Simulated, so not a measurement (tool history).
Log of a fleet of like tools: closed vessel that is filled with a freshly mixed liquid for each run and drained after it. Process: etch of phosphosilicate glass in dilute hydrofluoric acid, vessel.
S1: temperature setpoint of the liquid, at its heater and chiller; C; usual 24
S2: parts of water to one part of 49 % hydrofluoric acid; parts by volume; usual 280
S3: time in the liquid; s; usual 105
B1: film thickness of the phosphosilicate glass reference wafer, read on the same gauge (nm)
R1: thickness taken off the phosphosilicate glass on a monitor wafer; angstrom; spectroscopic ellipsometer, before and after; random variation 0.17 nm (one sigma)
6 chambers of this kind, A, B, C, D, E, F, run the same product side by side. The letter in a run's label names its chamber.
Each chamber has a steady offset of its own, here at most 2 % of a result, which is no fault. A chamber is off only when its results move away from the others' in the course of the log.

run,hour,S1,S2,S3,B1,R1
1A,5.3,24,280,105,119.98,188.13
2B,13.7,24,280,105,120.01,187.3
# hour 22.6: chamber F: hydrofluoric acid flow meter replaced
3D,22.8,24,280,105,120.01,188.33
# hour 24.7: chamber D: thermometer replaced
4F,30.9,24,280,105,120,184.86
5E,36.2,24,280,105,120.02,187.37
6C,45.1,24,280,105,120.01,186.73
7E,53.9,24,280,105,119.98,190.06
8A,63,24,280,105,120,187.01
9B,68,24,280,105,119.97,187.68
10C,73,24,280,105,119.99,186.14
11F,80.1,24,280,105,120.01,184
12D,87.3,24,280,105,119.98,185.74
13E,94.8,24,280,105,119.99,189.89
# hour 95.2: chamber A: hydrofluoric acid flow meter replaced
14D,103.2,24,280,105,119.97,188.1
15B,111.3,24,280,105,119.99,189.82
16F,117.8,27.5,280,105,120,209.8
17A,126.3,27.5,280,105,120.01,206.59
18C,134.4,27.5,280,105,119.97,218.01
19C,143.4,27.5,280,105,120,217.83
20E,149,27.5,280,105,119.99,213.75
21D,155.7,27.5,280,105,119.99,213.58
22B,164,24,280,105,119.98,184.99
23F,168.8,28.5,280,105,119.98,209.97
24A,176.9,28.5,280,105,119.98,215.72
25E,181.2,28.5,280,105,119.98,220.02
# hour 185: chamber E: hydrofluoric acid flow meter replaced
26C,189.2,28.5,280,105,120,230.46
27F,197,28.5,280,105,119.99,211.16
# hour 200.7: chamber B: hydrofluoric acid flow meter replaced
28B,205.6,28.5,280,105,120.01,215.51
29A,209.8,24,280,105,120.02,186.05
30D,216.4,24,280,105,119.99,185.83
31D,223.2,24,280,105,120,186.81
32A,230.2,24,280,105,120,185.96
33E,238.3,24,280,105,120,187.21
34C,247,24,280,105,119.98,201.67
35B,256,22,375,105,120,117.46
36F,261,22,375,105,119.98,116.72
37B,267.6,22,375,105,120.02,116.92
38E,275,22,375,105,120,120.46
39A,282.7,22,375,105,120.01,115.14

Is one chamber off against the others, does the gauge drift, or is nothing wrong? If a chamber is off, say which, and what the likeliest cause is.

Chamber C drifts away from the others.
Cause: hydrofluoric acid flow above the setpoint (%) = 9.21.

Here are 4 candidates for chamber C's next run, each the usual settings with a change, their results left as question marks. Which one brings its results back in line with what the others give on the usual settings?
In line means no further than this from the other chambers' mean on the usual settings: R1 6 angstrom
40C-1,289.2,24,230,105,,?
40C-2,289.2,24,295,100,,?
40C-3,289.2,27,280,105,,?
40C-4,289.2,24,335,105,,?

The other chambers' mean on the usual settings: R1 185.83 angstrom
run,R1
40C-1,265.46
40C-2,184.47
40C-3,230.45
40C-4,164.16
40C-2 brings the chamber back in line.
